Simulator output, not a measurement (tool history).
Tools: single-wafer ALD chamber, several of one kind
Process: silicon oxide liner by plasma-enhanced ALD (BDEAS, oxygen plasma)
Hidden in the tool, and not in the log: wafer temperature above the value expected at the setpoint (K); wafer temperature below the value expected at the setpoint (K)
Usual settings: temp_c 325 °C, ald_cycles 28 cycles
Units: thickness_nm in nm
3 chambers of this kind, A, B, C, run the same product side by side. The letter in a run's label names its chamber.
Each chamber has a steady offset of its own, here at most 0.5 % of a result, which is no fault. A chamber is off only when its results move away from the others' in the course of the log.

run   hour  temp_c  ald_cycles  hours since the last thermocouple change  read-back reference wafer on the same gauge, thickness_nm  thickness_nm
 1A    6.5     325          28                                    1800.7                                                     2.2704        2.5185
 2B   11.3     325          28                                     601.1                                                     2.2701        2.5115
 3C   17.5     325          28                                    1086.8                                                     2.2695        2.5062
 4B   24.9     325          28                                     614.7                                                     2.2690        2.5044
 5A   29.7     325          28                                    1823.9                                                     2.2689        2.5166
 6C   37.8     325          28                                    1107.1                                                     2.2679        2.5069
 7C   45.4     325          28                                    1114.7                                                     2.2689        2.5096
 8A   51.4     325          28                                    1845.6                                                     2.2685        2.5144
 9B   59.5     325          28                                     649.3                                                     2.2684        2.5075
10A   66.1     325          28                                    1860.3                                                     2.2676        2.5175
11C   73.2     325          28                                    1142.5                                                     2.2672        2.5072
12B   80.6     325          28                                     670.4                                                     2.2674        2.5077
13A   86.0     325          28                                    1880.2                                                     2.2674        2.5191
14B   93.3     325          28                                     683.1                                                     2.2666        2.5117
15C   97.9     325          28                                    1167.2                                                     2.2672        2.5041
16B  104.2     325          28                                     694.0                                                     2.2663        2.5036
17C  112.2     325          28                                    1181.5                                                     2.2661        2.5123
18A  117.4     325          28                                    1911.6                                                     2.2657        2.5104
19C  122.1     325          28                                    1191.4                                                     2.2652        2.5093
20A  126.7     312          33                                    1920.9                                                     2.2654        3.0215
21B  131.0     312          33                                     720.8                                                     2.2650        3.0004
22A  138.0     312          33                                    1932.2                                                     2.2653        3.0127
23B  145.4     316          28                                     735.2                                                     2.2647        2.5330
24C  151.1     316          28                                    1220.4                                                     2.2642        2.5397
25B  158.8     316          28                                     748.6                                                     2.2644        2.5385
26C  166.5     337          26                                    1235.8                                                     2.2635        2.2822
27A  176.1     337          26                                    1970.3                                                     2.2634        2.2906
28A  180.9     337          26                                    1975.1                                                     2.2629        2.2895
29C  189.4     325          28                                    1258.7                                                     2.2618        2.5048
30B  197.0     325          28                                     786.8                                                     2.2628        2.4965
31A  206.1     325          28                                    2000.3                                                     2.2622        2.5114
32C  214.9     325          28                                    1284.2                                                     2.2617        2.5043
33B  224.7     325          28                                     814.5                                                     2.2616        2.4952
34A  231.2     325          28                                    2025.4                                                     2.2609        2.5105
35C  240.2     325          28                                    1309.5                                                     2.2611        2.5006
36B  249.3     325          28                                     839.1                                                     2.2614        2.4996
37A  253.8     325          28                                    2048.0                                                     2.2598        2.5104
38C  260.9     325          28                                    1330.2                                                     2.2603        2.4997
39B  268.0     325          28                                     857.8                                                     2.2601        2.5006
40B  272.5     325          28                                     862.3                                                     2.2597        2.5003
41A  277.4     325          28                                    2071.6                                                     2.2595        2.5051

All 3 chambers run these settings next. Forecast each chamber's results:
42A  284.6     325          28                                                                                                                  ?
42B  284.6     325          28                                                                                                                  ?
42C  284.6     325          28                                                                                                                  ?

run  thickness_nm
42A        2.5079
42B        2.4971
42C        2.5055

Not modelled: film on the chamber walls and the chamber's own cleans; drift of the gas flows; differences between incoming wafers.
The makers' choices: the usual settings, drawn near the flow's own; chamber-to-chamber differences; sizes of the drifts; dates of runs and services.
